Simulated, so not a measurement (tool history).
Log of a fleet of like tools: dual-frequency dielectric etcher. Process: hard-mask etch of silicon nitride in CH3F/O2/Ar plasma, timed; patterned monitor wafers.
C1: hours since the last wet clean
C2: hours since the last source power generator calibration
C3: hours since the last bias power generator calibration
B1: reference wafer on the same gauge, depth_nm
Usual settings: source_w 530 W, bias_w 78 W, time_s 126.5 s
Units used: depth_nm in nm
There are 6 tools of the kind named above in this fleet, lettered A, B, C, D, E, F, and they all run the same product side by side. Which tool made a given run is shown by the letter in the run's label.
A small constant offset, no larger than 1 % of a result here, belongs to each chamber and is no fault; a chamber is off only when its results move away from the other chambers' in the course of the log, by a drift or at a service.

{"hour": 1.5, "done": "chamber B: wet clean of the chamber"}
{"run": "1B", "hour": 7.7, "source_w": 530, "bias_w": 78, "time_s": 126.5, "C1": 6.2, "C2": 1025.7, "C3": 1597.6, "B1": 99.029, "depth_nm": 101.23}
{"run": "2A", "hour": 15.3, "source_w": 530, "bias_w": 78, "time_s": 126.5, "C1": 524.6, "C2": 1946.9, "C3": 2218.9, "B1": 98.996, "depth_nm": 101.63}
{"run": "3D", "hour": 26.4, "source_w": 530, "bias_w": 78, "time_s": 126.5, "C1": 518.5, "C2": 1866.2, "C3": 1324.4, "B1": 98.968, "depth_nm": 100.63}
{"run": "4F", "hour": 36.4, "source_w": 530, "bias_w": 78, "time_s": 126.5, "C1": 150.0, "C2": 540.9, "C3": 3507.2, "B1": 98.998, "depth_nm": 101.55}
{"hour": 40.0, "done": "chamber F: bias power generator calibrated"}
{"run": "5C", "hour": 47.4, "source_w": 530, "bias_w": 78, "time_s": 126.5, "C1": 244.4, "C2": 690.6, "C3": 3201.4, "B1": 98.926, "depth_nm": 100.95}
{"run": "6E", "hour": 57.1, "source_w": 530, "bias_w": 78, "time_s": 126.5, "C1": 456.2, "C2": 1170.6, "C3": 612.2, "B1": 98.95, "depth_nm": 101.17}
{"run": "7D", "hour": 65.3, "source_w": 530, "bias_w": 78, "time_s": 126.5, "C1": 557.4, "C2": 1905.1, "C3": 1363.3, "B1": 99.036, "depth_nm": 101.28}
{"hour": 68.8, "done": "chamber D: wet clean of the chamber"}
{"run": "8F", "hour": 79.3, "source_w": 530, "bias_w": 78, "time_s": 126.5, "C1": 192.9, "C2": 583.8, "C3": 39.3, "B1": 98.928, "depth_nm": 101.42}
{"run": "9C", "hour": 86.2, "source_w": 530, "bias_w": 78, "time_s": 126.5, "C1": 283.2, "C2": 729.4, "C3": 3240.2, "B1": 99.052, "depth_nm": 101.8}
{"run": "10A", "hour": 97.4, "source_w": 530, "bias_w": 78, "time_s": 126.5, "C1": 606.7, "C2": 2029.0, "C3": 2301.0, "B1": 99.032, "depth_nm": 101.52}
{"hour": 104.5, "done": "chamber A: wet clean of the chamber"}
{"run": "11E", "hour": 110.8, "source_w": 530, "bias_w": 78, "time_s": 126.5, "C1": 509.9, "C2": 1224.3, "C3": 665.9, "B1": 98.966, "depth_nm": 100.9}
{"run": "12B", "hour": 117.3, "source_w": 530, "bias_w": 78, "time_s": 126.5, "C1": 115.8, "C2": 1135.3, "C3": 1707.2, "B1": 98.991, "depth_nm": 100.99}
{"run": "13F", "hour": 124.4, "source_w": 530, "bias_w": 78, "time_s": 126.5, "C1": 238.0, "C2": 628.9, "C3": 84.4, "B1": 98.982, "depth_nm": 101.78}
{"run": "14E", "hour": 133.5, "source_w": 530, "bias_w": 78, "time_s": 126.5, "C1": 532.6, "C2": 1247.0, "C3": 688.6, "B1": 98.992, "depth_nm": 101.1}
{"run": "15D", "hour": 143.9, "source_w": 580, "bias_w": 78, "time_s": 92.5, "C1": 75.1, "C2": 1983.7, "C3": 1441.9, "B1": 98.927, "depth_nm": 76.033}
{"run": "16C", "hour": 153.2, "source_w": 580, "bias_w": 78, "time_s": 92.5, "C1": 350.2, "C2": 796.4, "C3": 3307.2, "B1": 99.017, "depth_nm": 77.066}
{"hour": 155.8, "done": "chamber E: wet clean of the chamber"}
{"run": "17B", "hour": 160.0, "source_w": 580, "bias_w": 78, "time_s": 92.5, "C1": 158.5, "C2": 1178.0, "C3": 1749.9, "B1": 99.091, "depth_nm": 76.852}
{"run": "18A", "hour": 167.0, "source_w": 580, "bias_w": 78, "time_s": 92.5, "C1": 62.5, "C2": 2098.6, "C3": 2370.6, "B1": 98.989, "depth_nm": 76.886}
{"run": "19E", "hour": 175.8, "source_w": 580, "bias_w": 78, "time_s": 92.5, "C1": 20.0, "C2": 1289.3, "C3": 730.9, "B1": 98.921, "depth_nm": 75.065}
{"run": "20F", "hour": 190.3, "source_w": 580, "bias_w": 78, "time_s": 92.5, "C1": 303.9, "C2": 694.8, "C3": 150.3, "B1": 98.946, "depth_nm": 76.918}
{"run": "21C", "hour": 197.1, "source_w": 530, "bias_w": 78, "time_s": 126.5, "C1": 394.1, "C2": 840.3, "C3": 3351.1, "B1": 98.994, "depth_nm": 101.41}
{"run": "22D", "hour": 203.8, "source_w": 490, "bias_w": 78, "time_s": 126.5, "C1": 135.0, "C2": 2043.6, "C3": 1501.8, "B1": 98.986, "depth_nm": 98.626}
{"run": "23A", "hour": 215.2, "source_w": 490, "bias_w": 78, "time_s": 126.5, "C1": 110.7, "C2": 2146.8, "C3": 2418.8, "B1": 99.023, "depth_nm": 99.049}
{"run": "24B", "hour": 224.4, "source_w": 490, "bias_w": 78, "time_s": 126.5, "C1": 222.9, "C2": 1242.4, "C3": 1814.3, "B1": 98.96, "depth_nm": 98.483}
{"run": "25C", "hour": 232.9, "source_w": 490, "bias_w": 78, "time_s": 126.5, "C1": 429.9, "C2": 876.1, "C3": 3386.9, "B1": 99.023, "depth_nm": 98.688}
{"run": "26B", "hour": 247.5, "source_w": 490, "bias_w": 78, "time_s": 126.5, "C1": 246.0, "C2": 1265.5, "C3": 1837.4, "B1": 99.097, "depth_nm": 98.11}
{"run": "27D", "hour": 254.5, "source_w": 490, "bias_w": 78, "time_s": 126.5, "C1": 185.7, "C2": 2094.3, "C3": 1552.5, "B1": 99.013, "depth_nm": 98.01}
{"run": "28E", "hour": 265.2, "source_w": 530, "bias_w": 78, "time_s": 126.5, "C1": 109.4, "C2": 1378.7, "C3": 820.3, "B1": 99.036, "depth_nm": 99.011}
{"run": "29A", "hour": 277.0, "source_w": 530, "bias_w": 78, "time_s": 126.5, "C1": 172.5, "C2": 2208.6, "C3": 2480.6, "B1": 98.981, "depth_nm": 101.41}
{"run": "30F", "hour": 287.8, "source_w": 530, "bias_w": 78, "time_s": 111.5, "C1": 401.4, "C2": 792.3, "C3": 247.8, "B1": 99.013, "depth_nm": 89.699}
{"run": "31B", "hour": 302.2, "source_w": 530, "bias_w": 78, "time_s": 111.5, "C1": 300.7, "C2": 1320.2, "C3": 1892.1, "B1": 98.944, "depth_nm": 89.176}
{"run": "32C", "hour": 312.8, "source_w": 530, "bias_w": 78, "time_s": 111.5, "C1": 509.8, "C2": 956.0, "C3": 3466.8, "B1": 98.966, "depth_nm": 90.077}
{"run": "33A", "hour": 320.5, "source_w": 530, "bias_w": 78, "time_s": 111.5, "C1": 216.0, "C2": 2252.1, "C3": 2524.1, "B1": 98.953, "depth_nm": 89.686}
{"run": "34F", "hour": 327.9, "source_w": 530, "bias_w": 78, "time_s": 111.5, "C1": 441.5, "C2": 832.4, "C3": 287.9, "B1": 98.934, "depth_nm": 89.796}
{"hour": 329.5, "done": "chamber C: wet clean of the chamber"}
{"run": "35E", "hour": 339.1, "source_w": 530, "bias_w": 78, "time_s": 111.5, "C1": 183.3, "C2": 1452.6, "C3": 894.2, "B1": 98.973, "depth_nm": 87.303}
{"run": "36D", "hour": 352.2, "source_w": 530, "bias_w": 78, "time_s": 126.5, "C1": 283.4, "C2": 2192.0, "C3": 1650.2, "B1": 98.942, "depth_nm": 100.79}
{"run": "37E", "hour": 363.2, "source_w": 530, "bias_w": 78, "time_s": 126.5, "C1": 207.4, "C2": 1476.7, "C3": 918.3, "B1": 98.957, "depth_nm": 98.409}
{"run": "38A", "hour": 377.3, "source_w": 530, "bias_w": 78, "time_s": 126.5, "C1": 272.8, "C2": 2308.9, "C3": 2580.9, "B1": 99.031, "depth_nm": 101.72}
{"run": "39C", "hour": 384.7, "source_w": 530, "bias_w": 78, "time_s": 126.5, "C1": 55.2, "C2": 1027.9, "C3": 3538.7, "B1": 99.039, "depth_nm": 101.91}
{"run": "40B", "hour": 397.1, "source_w": 530, "bias_w": 78, "time_s": 126.5, "C1": 395.6, "C2": 1415.1, "C3": 1987.0, "B1": 99.006, "depth_nm": 101.62}
{"run": "41F", "hour": 410.3, "source_w": 530, "bias_w": 78, "time_s": 126.5, "C1": 523.9, "C2": 914.8, "C3": 370.3, "B1": 99.034, "depth_nm": 101.41}

All chambers now run identical settings, listed one chamber a line with results as question marks. What results will each chamber show?
{"run": "42A", "hour": 420.7, "source_w": 530, "bias_w": 78, "time_s": 126.5, "depth_nm": "?"}
{"run": "42B", "hour": 420.7, "source_w": 530, "bias_w": 78, "time_s": 126.5, "depth_nm": "?"}
{"run": "42C", "hour": 420.7, "source_w": 530, "bias_w": 78, "time_s": 126.5, "depth_nm": "?"}
{"run": "42D", "hour": 420.7, "source_w": 530, "bias_w": 78, "time_s": 126.5, "depth_nm": "?"}
{"run": "42E", "hour": 420.7, "source_w": 530, "bias_w": 78, "time_s": 126.5, "depth_nm": "?"}
{"run": "42F", "hour": 420.7, "source_w": 530, "bias_w": 78, "time_s": 126.5, "depth_nm": "?"}

run=42A depth_nm=101.830
run=42B depth_nm=101.110
run=42C depth_nm=101.800
run=42D depth_nm=101.120
run=42E depth_nm=98.794
run=42F depth_nm=101.150

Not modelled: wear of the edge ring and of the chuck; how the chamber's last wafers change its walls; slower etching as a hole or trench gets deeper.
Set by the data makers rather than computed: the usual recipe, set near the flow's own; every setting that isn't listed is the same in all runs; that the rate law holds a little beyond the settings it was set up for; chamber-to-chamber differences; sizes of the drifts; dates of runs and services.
